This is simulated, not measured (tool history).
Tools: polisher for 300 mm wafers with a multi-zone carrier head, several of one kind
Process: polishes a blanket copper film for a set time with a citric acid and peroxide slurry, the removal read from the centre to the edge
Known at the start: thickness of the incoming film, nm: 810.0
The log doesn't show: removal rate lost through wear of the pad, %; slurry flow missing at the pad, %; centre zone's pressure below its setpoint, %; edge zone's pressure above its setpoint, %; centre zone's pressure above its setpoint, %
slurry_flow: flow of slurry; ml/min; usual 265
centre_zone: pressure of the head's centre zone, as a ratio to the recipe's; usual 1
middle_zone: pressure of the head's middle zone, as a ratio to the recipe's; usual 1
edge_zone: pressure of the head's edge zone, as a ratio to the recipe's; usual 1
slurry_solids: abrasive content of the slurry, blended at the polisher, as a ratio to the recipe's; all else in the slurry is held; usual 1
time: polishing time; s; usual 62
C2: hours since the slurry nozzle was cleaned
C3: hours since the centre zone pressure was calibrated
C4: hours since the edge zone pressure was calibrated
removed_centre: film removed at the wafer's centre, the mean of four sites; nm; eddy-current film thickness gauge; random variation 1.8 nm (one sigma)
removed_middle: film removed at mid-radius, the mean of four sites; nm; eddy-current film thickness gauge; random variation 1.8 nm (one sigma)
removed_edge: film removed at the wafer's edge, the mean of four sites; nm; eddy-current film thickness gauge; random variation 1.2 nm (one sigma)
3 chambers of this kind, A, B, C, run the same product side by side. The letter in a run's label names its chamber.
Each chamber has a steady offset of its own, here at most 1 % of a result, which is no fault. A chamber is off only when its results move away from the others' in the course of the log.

Run 1C, hour 9.7: usual settings; wafers polished on this pad 349; C2 420.3; C3 664.9; C4 887.1. Result: removed_centre 157.73 nm, removed_middle 158.49 nm, removed_edge 157.33 nm.
At hour 17.3: chamber A: worn pad replaced by a new one.
Run 2B, hour 20.5: usual settings; wafers polished on this pad 773; C2 36.8; C3 563; C4 119.2. Result: removed_centre 156.44 nm, removed_middle 155.66 nm, removed_edge 157.73 nm.
Run 3A, hour 27.7: usual settings; wafers polished on this pad 86; C2 207.5; C3 1365.9; C4 266.4. Result: removed_centre 160.5 nm, removed_middle 153.69 nm, removed_edge 157.09 nm.
Run 4C, hour 38.5: usual settings; wafers polished on this pad 587; C2 449.1; C3 693.7; C4 915.9. Result: removed_centre 159.6 nm, removed_middle 155.49 nm, removed_edge 158.37 nm.
Run 5B, hour 45.5: usual settings; wafers polished on this pad 980; C2 61.8; C3 588; C4 144.2. Result: removed_centre 160.28 nm, removed_middle 157.63 nm, removed_edge 157.68 nm.
At hour 52.1: chamber C: worn pad replaced by a new one.
Run 6A, hour 54.4: usual settings; wafers polished on this pad 306; C2 234.2; C3 1392.6; C4 293.1. Result: removed_centre 157.65 nm, removed_middle 155.7 nm, removed_edge 156.54 nm.
Run 7B, hour 63.6: usual settings but centre_zone 1.07, edge_zone 1.1; wafers polished on this pad 1130; C2 79.9; C3 606.1; C4 162.3. Result: removed_centre 172.78 nm, removed_middle 155.29 nm, removed_edge 163.55 nm.
At hour 73.6: chamber C: edge zone pressure recalibrated.
Run 8C, hour 73.9: usual settings but centre_zone 1.07, edge_zone 1.1; wafers polished on this pad 180; C2 484.5; C3 729.1; C4 0.3. Result: removed_centre 169.83 nm, removed_middle 160.67 nm, removed_edge 166.11 nm.
Run 9A, hour 80.2: usual settings but centre_zone 1.07, edge_zone 1.1; wafers polished on this pad 519; C2 260; C3 1418.4; C4 318.9. Result: removed_centre 171.89 nm, removed_middle 158.49 nm, removed_edge 166.81 nm.
At hour 83.9: chamber A: slurry nozzle cleaned.
At hour 89.4: chamber B: worn pad replaced by a new one.
Run 10B, hour 91.2: usual settings; wafers polished on this pad 15; C2 107.5; C3 633.7; C4 189.9. Result: removed_centre 157.08 nm, removed_middle 154.45 nm, removed_edge 157.8 nm.
Run 11A, hour 98.8: usual settings; wafers polished on this pad 673; C2 15; C3 1437; C4 337.5. Result: removed_centre 156.14 nm, removed_middle 158.43 nm, removed_edge 156.64 nm.
Run 12C, hour 105.2: usual settings but middle_zone 1.07, time 82 s; wafers polished on this pad 438; C2 515.8; C3 760.4; C4 31.6. Result: removed_centre 208.71 nm, removed_middle 224.41 nm, removed_edge 209.8 nm.
Run 13B, hour 111.3: usual settings but middle_zone 1.07, time 82 s; wafers polished on this pad 181; C2 127.6; C3 653.8; C4 210. Result: removed_centre 211.18 nm, removed_middle 220.42 nm, removed_edge 207.97 nm.
Run 14C, hour 116.7: usual settings but middle_zone 1.07, time 82 s; wafers polished on this pad 533; C2 527.3; C3 771.9; C4 43.1. Result: removed_centre 209.35 nm, removed_middle 224.37 nm, removed_edge 209.91 nm.
Run 15A, hour 125.6: usual settings; wafers polished on this pad 894; C2 41.8; C3 1463.8; C4 364.3. Result: removed_centre 155.15 nm, removed_middle 156.27 nm, removed_edge 157.28 nm.
Run 16A, hour 133.4: usual settings; wafers polished on this pad 959; C2 49.6; C3 1471.6; C4 372.1. Result: removed_centre 155.75 nm, removed_middle 156.56 nm, removed_edge 156.34 nm.
At hour 138.1: chamber C: worn pad replaced by a new one.
Run 17C, hour 144.3: usual settings; wafers polished on this pad 51; C2 554.9; C3 799.5; C4 70.7. Result: removed_centre 155.68 nm, removed_middle 162.43 nm, removed_edge 157.99 nm.
At hour 153.4: chamber A: worn pad replaced by a new one.
Run 18B, hour 155.5: usual settings; wafers polished on this pad 546; C2 171.8; C3 698; C4 254.2. Result: removed_centre 159.1 nm, removed_middle 158.04 nm, removed_edge 156 nm.
Run 19C, hour 164.2: usual settings; wafers polished on this pad 216; C2 574.8; C3 819.4; C4 90.6. Result: removed_centre 160.31 nm, removed_middle 159.18 nm, removed_edge 160.06 nm.
Run 20A, hour 175.9: usual settings; wafers polished on this pad 186; C2 92.1; C3 1514.1; C4 414.6. Result: removed_centre 158.22 nm, removed_middle 157.08 nm, removed_edge 155.7 nm.
Run 21B, hour 182.9: usual settings; wafers polished on this pad 773; C2 199.2; C3 725.4; C4 281.6. Result: removed_centre 161.13 nm, removed_middle 158.29 nm, removed_edge 155.61 nm.
Run 22C, hour 188.1: usual settings but middle_zone 0.91; wafers polished on this pad 413; C2 598.7; C3 843.3; C4 114.5. Result: removed_centre 158.93 nm, removed_middle 145.67 nm, removed_edge 157.38 nm.
Run 23A, hour 199: usual settings but middle_zone 0.91; wafers polished on this pad 377; C2 115.2; C3 1537.2; C4 437.7. Result: removed_centre 158.14 nm, removed_middle 143.54 nm, removed_edge 157.88 nm.
Run 24B, hour 205.8: usual settings but middle_zone 0.91; wafers polished on this pad 962; C2 222.1; C3 748.3; C4 304.5. Result: removed_centre 160.34 nm, removed_middle 143.78 nm, removed_edge 157.14 nm.
Run 25C, hour 213.5: usual settings; wafers polished on this pad 623; C2 624.1; C3 868.7; C4 139.9. Result: removed_centre 158.98 nm, removed_middle 158.27 nm, removed_edge 156.22 nm.
Run 26A, hour 222.4: usual settings; wafers polished on this pad 570; C2 138.6; C3 1560.6; C4 461.1. Result: removed_centre 156.24 nm, removed_middle 158.88 nm, removed_edge 156.75 nm.
Run 27B, hour 228.1: usual settings; wafers polished on this pad 1146; C2 244.4; C3 770.6; C4 326.8. Result: removed_centre 157.76 nm, removed_middle 156.61 nm, removed_edge 156.9 nm.
Run 28B, hour 235.1: usual settings; wafers polished on this pad 1204; C2 251.4; C3 777.6; C4 333.8. Result: removed_centre 158.77 nm, removed_middle 155.12 nm, removed_edge 158.8 nm.
At hour 243.1: chamber C: worn pad replaced by a new one.
Run 29A, hour 245.1: usual settings; wafers polished on this pad 758; C2 161.3; C3 1583.3; C4 483.8. Result: removed_centre 159.13 nm, removed_middle 156.8 nm, removed_edge 155.24 nm.
At hour 250.2: chamber B: centre zone pressure recalibrated.
Run 30C, hour 251.3: usual settings; wafers polished on this pad 68; C2 661.9; C3 906.5; C4 177.7. Result: removed_centre 154.51 nm, removed_middle 154.38 nm, removed_edge 159.07 nm.
At hour 252.3: chamber B: worn pad replaced by a new one.
Run 31A, hour 257.5: usual settings; wafers polished on this pad 860; C2 173.7; C3 1595.7; C4 496.2. Result: removed_centre 156.4 nm, removed_middle 160.13 nm, removed_edge 157.45 nm.
Run 32B, hour 264.8: usual settings but edge_zone 0.92; wafers polished on this pad 103; C2 281.1; C3 14.6; C4 363.5. Result: removed_centre 158.05 nm, removed_middle 157.92 nm, removed_edge 149.24 nm.
Run 33C, hour 272.2: usual settings but edge_zone 0.92; wafers polished on this pad 240; C2 682.8; C3 927.4; C4 198.6. Result: removed_centre 158.02 nm, removed_middle 159.36 nm, removed_edge 151.99 nm.
Run 34B, hour 277.7: usual settings but edge_zone 0.92; wafers polished on this pad 210; C2 294; C3 27.5; C4 376.4. Result: removed_centre 159.95 nm, removed_middle 157.12 nm, removed_edge 152.73 nm.
At hour 279.1: chamber A: worn pad replaced by a new one.
Run 35C, hour 287.2: usual settings; wafers polished on this pad 364; C2 697.8; C3 942.4; C4 213.6. Result: removed_centre 161.38 nm, removed_middle 158.08 nm, removed_edge 158.79 nm.
At hour 293.3: chamber A: centre zone pressure recalibrated.
Run 36A, hour 297: usual settings; wafers polished on this pad 148; C2 213.2; C3 3.8; C4 535.7. Result: removed_centre 156.71 nm, removed_middle 154.17 nm, removed_edge 158.24 nm.

Next, every chamber runs the same settings. What will each give?
Run 37A, hour 305.4: usual settings. Result: removed_centre ?, removed_middle ?, removed_edge ?.
Run 37B, hour 305.4: usual settings. Result: removed_centre ?, removed_middle ?, removed_edge ?.
Run 37C, hour 305.4: usual settings. Result: removed_centre ?, removed_middle ?, removed_edge ?.

run  removed_centre  removed_middle  removed_edge
37A          158.95          156.82         158.1
37B          158.33          156.74         156.4
37C          154.19          162.06        157.15
